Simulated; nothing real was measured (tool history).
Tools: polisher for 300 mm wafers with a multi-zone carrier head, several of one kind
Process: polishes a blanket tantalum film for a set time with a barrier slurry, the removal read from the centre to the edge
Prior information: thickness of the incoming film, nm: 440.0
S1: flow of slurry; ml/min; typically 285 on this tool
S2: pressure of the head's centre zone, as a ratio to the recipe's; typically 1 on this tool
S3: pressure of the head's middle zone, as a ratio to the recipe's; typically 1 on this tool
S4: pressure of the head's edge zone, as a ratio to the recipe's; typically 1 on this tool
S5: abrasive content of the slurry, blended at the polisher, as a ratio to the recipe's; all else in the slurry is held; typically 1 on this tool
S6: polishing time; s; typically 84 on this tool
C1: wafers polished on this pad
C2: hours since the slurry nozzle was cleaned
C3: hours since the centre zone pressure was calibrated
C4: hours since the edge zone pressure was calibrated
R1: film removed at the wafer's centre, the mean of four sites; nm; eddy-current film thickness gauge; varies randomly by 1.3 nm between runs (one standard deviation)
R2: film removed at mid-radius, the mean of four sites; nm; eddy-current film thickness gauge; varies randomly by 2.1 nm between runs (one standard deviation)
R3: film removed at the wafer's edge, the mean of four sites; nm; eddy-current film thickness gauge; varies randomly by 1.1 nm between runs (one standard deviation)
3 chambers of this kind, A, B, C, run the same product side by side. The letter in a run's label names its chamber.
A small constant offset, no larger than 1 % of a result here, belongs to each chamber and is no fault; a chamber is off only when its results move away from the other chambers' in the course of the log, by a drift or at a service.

Run 1B, hour 6.1: usual settings; C1 399; C2 33.7; C3 457.2; C4 310.9. Result: R1 169.67 nm, R2 176.69 nm, R3 169.32 nm.
Run 2C, hour 10.8: usual settings; C1 361; C2 268.7; C3 1132.8; C4 422.7. Result: R1 173.26 nm, R2 168.59 nm, R3 170.71 nm.
Run 3A, hour 15.7: usual settings; C1 672; C2 35.3; C3 247.7; C4 510.1. Result: R1 172.32 nm, R2 171.1 nm, R3 173.26 nm.
Run 4B, hour 23.1: usual settings; C1 565; C2 50.7; C3 474.2; C4 327.9. Result: R1 171.12 nm, R2 168.03 nm, R3 171.56 nm.
Run 5A, hour 26.6: usual settings but S1 370 ml/min, S6 98 s; C1 778; C2 46.2; C3 258.6; C4 521. Result: R1 207.5 nm, R2 199.87 nm, R3 205.3 nm.
Run 6C, hour 33.9: usual settings but S1 370 ml/min, S6 98 s; C1 587; C2 291.8; C3 1155.9; C4 445.8. Result: R1 207.19 nm, R2 205.94 nm, R3 200.79 nm.
At hour 39.5: chamber B: worn pad replaced by a new one.
Run 7B, hour 40.4: usual settings but S1 370 ml/min, S6 98 s; C1 8; C2 68; C3 491.5; C4 345.2. Result: R1 203.02 nm, R2 206.8 nm, R3 203.59 nm.
Run 8C, hour 47.7: usual settings but S3 1.04, S6 71 s; C1 722; C2 305.6; C3 1169.7; C4 459.6. Result: R1 146.67 nm, R2 155.4 nm, R3 144.13 nm.
Run 9A, hour 53.2: usual settings but S3 1.04, S6 71 s; C1 1038; C2 72.8; C3 285.2; C4 547.6. Result: R1 144.65 nm, R2 149.36 nm, R3 144.55 nm.
At hour 59.2: chamber A: worn pad replaced by a new one.
At hour 59.6: chamber A: centre zone pressure recalibrated.
Run 10C, hour 60.1: usual settings but S3 1.04, S6 71 s; C1 843; C2 318; C3 1182.1; C4 472. Result: R1 147.54 nm, R2 149.42 nm, R3 143.32 nm.
Run 11B, hour 64.6: usual settings; C1 245; C2 92.2; C3 515.7; C4 369.4. Result: R1 169.88 nm, R2 173.64 nm, R3 168.64 nm.
At hour 64.7: chamber C: centre zone pressure recalibrated.
Run 12A, hour 68.5: usual settings; C1 91; C2 88.1; C3 8.9; C4 562.9. Result: R1 190.69 nm, R2 171.11 nm, R3 172.38 nm.
Run 13C, hour 74.8: usual settings; C1 986; C2 332.7; C3 10.2; C4 486.7. Result: R1 173.76 nm, R2 171.94 nm, R3 170.31 nm.
Run 14B, hour 79.9: usual settings; C1 394; C2 107.5; C3 531; C4 384.7. Result: R1 171.9 nm, R2 172.53 nm, R3 168.79 nm.
At hour 80.6: chamber B: edge zone pressure recalibrated.
Run 15A, hour 86.1: usual settings; C1 263; C2 105.7; C3 26.5; C4 580.5. Result: R1 191.57 nm, R2 174.35 nm, R3 172.86 nm.
Run 16C, hour 91: usual settings; C1 1145; C2 348.9; C3 26.4; C4 502.9. Result: R1 174.77 nm, R2 173.57 nm, R3 169.61 nm.
Run 17B, hour 95.8: usual settings but S4 0.94, S6 65 s; C1 549; C2 123.4; C3 546.9; C4 15.2. Result: R1 131.39 nm, R2 131.81 nm, R3 126.33 nm.
At hour 99.2: chamber C: worn pad replaced by a new one.
Run 18A, hour 102.9: usual settings but S4 0.94, S6 65 s; C1 427; C2 122.5; C3 43.3; C4 597.3. Result: R1 148.69 nm, R2 133.09 nm, R3 126.99 nm.
At hour 109.3: chamber B: worn pad replaced by a new one.
Run 19B, hour 109.6: usual settings but S4 0.94, S6 65 s; C1 3; C2 137.2; C3 560.7; C4 29. Result: R1 130.86 nm, R2 133.15 nm, R3 129.51 nm.
Run 20A, hour 116.5: usual settings; C1 560; C2 136.1; C3 56.9; C4 610.9. Result: R1 188.96 nm, R2 170.71 nm, R3 171.65 nm.
Run 21C, hour 121.9: usual settings; C1 222; C2 379.8; C3 57.3; C4 533.8. Result: R1 173.86 nm, R2 172.48 nm, R3 170.68 nm.
Run 22A, hour 125.8: usual settings; C1 651; C2 145.4; C3 66.2; C4 620.2. Result: R1 188.53 nm, R2 172.76 nm, R3 171.29 nm.
Run 23B, hour 130.5: usual settings; C1 207; C2 158.1; C3 581.6; C4 49.9. Result: R1 170.13 nm, R2 175.28 nm, R3 171.44 nm.
Run 24C, hour 134.6: usual settings; C1 346; C2 392.5; C3 70; C4 546.5. Result: R1 173.19 nm, R2 175.37 nm, R3 167.85 nm.
Run 25A, hour 137.9: usual settings; C1 769; C2 157.5; C3 78.3; C4 632.3. Result: R1 188.44 nm, R2 170.96 nm, R3 173.09 nm.
Run 26B, hour 143.2: usual settings; C1 332; C2 170.8; C3 594.3; C4 62.6. Result: R1 168.79 nm, R2 168 nm, R3 172.01 nm.
Run 27C, hour 148.7: usual settings; C1 483; C2 406.6; C3 84.1; C4 560.6. Result: R1 174.43 nm, R2 169.48 nm, R3 169 nm.
Run 28A, hour 153: usual settings; C1 916; C2 172.6; C3 93.4; C4 647.4. Result: R1 190.78 nm, R2 166.38 nm, R3 171.18 nm.
Run 29B, hour 160: usual settings but S4 1.08; C1 496; C2 187.6; C3 611.1; C4 79.4. Result: R1 169.74 nm, R2 173.45 nm, R3 176.27 nm.
Run 30C, hour 164.6: usual settings but S4 1.08; C1 639; C2 422.5; C3 100; C4 576.5. Result: R1 173.26 nm, R2 172.1 nm, R3 176.72 nm.
Run 31C, hour 170: usual settings but S4 1.08; C1 691; C2 427.9; C3 105.4; C4 581.9. Result: R1 174.29 nm, R2 173.05 nm, R3 175.93 nm.
Run 32A, hour 175.1: usual settings; C1 1132; C2 194.7; C3 115.5; C4 669.5. Result: R1 189.21 nm, R2 169.66 nm, R3 172.51 nm.
At hour 176.5: chamber A: worn pad replaced by a new one.
Run 33B, hour 179.7: usual settings; C1 688; C2 207.3; C3 630.8; C4 99.1. Result: R1 168.22 nm, R2 172.19 nm, R3 173.07 nm.
Run 34B, hour 184.2: usual settings; C1 732; C2 211.8; C3 635.3; C4 103.6. Result: R1 169.35 nm, R2 169.25 nm, R3 168.7 nm.
Run 35A, hour 189.3: usual settings but S1 345 ml/min, S6 68 s; C1 125; C2 208.9; C3 129.7; C4 683.7. Result: R1 155.52 nm, R2 137.65 nm, R3 141.66 nm.
Run 36C, hour 194.6: usual settings but S1 345 ml/min, S6 68 s; C1 932; C2 452.5; C3 130; C4 606.5. Result: R1 141.58 nm, R2 143.19 nm, R3 141.13 nm.

Read the log: is a single chamber off, either drifting away or since a service, is the gauge that measures every chamber drifting, or is nothing wrong beyond small per-chamber offsets? Name any odd chamber and what most likely caused it.

Chamber A has stood off from the others ever since a service on it.
Most likely cause: centre zone's pressure above its setpoint, % = 10.2.

Chamber A could run next with any of the 4 candidate recipes listed below; each alters the usual settings, and their results appear as question marks. Which one brings its results back in line with what the other chambers deliver on the usual settings?
Counts as in line when no further than this from what the other chambers average on the usual settings: R1 4.7 nm; R2 7.2 nm; R3 3.9 nm
Run 37A-1, hour 199.9: usual settings but S1 275 ml/min, S2 0.86, S3 1.06, S4 1.03, S6 81 s. Result: R1 ?, R2 ?, R3 ?.
Run 37A-2, hour 199.9: usual settings but S1 295 ml/min, S2 1.16, S3 0.94, S4 0.96, S6 88 s. Result: R1 ?, R2 ?, R3 ?.
Run 37A-3, hour 199.9: usual settings but S1 290 ml/min, S2 1.07, S3 0.97, S4 0.98, S6 86 s. Result: R1 ?, R2 ?, R3 ?.
Run 37A-4, hour 199.9: usual settings but S1 280 ml/min, S2 0.93, S3 1.03, S4 1.02, S6 82 s. Result: R1 ?, R2 ?, R3 ?.

The mean the other chambers reach with the usual settings: R1 171.67 nm; R2 171.71 nm; R3 170.08 nm
  run      R1      R2      R3
37A-1  156.11   171.7  168.17
37A-2  235.36  168.07  177.41
37A-3  210.74  168.81  174.92
37A-4   172.3  169.55  169.69
Change 37A-4 lands the chamber within the allowed miss of the other chambers.
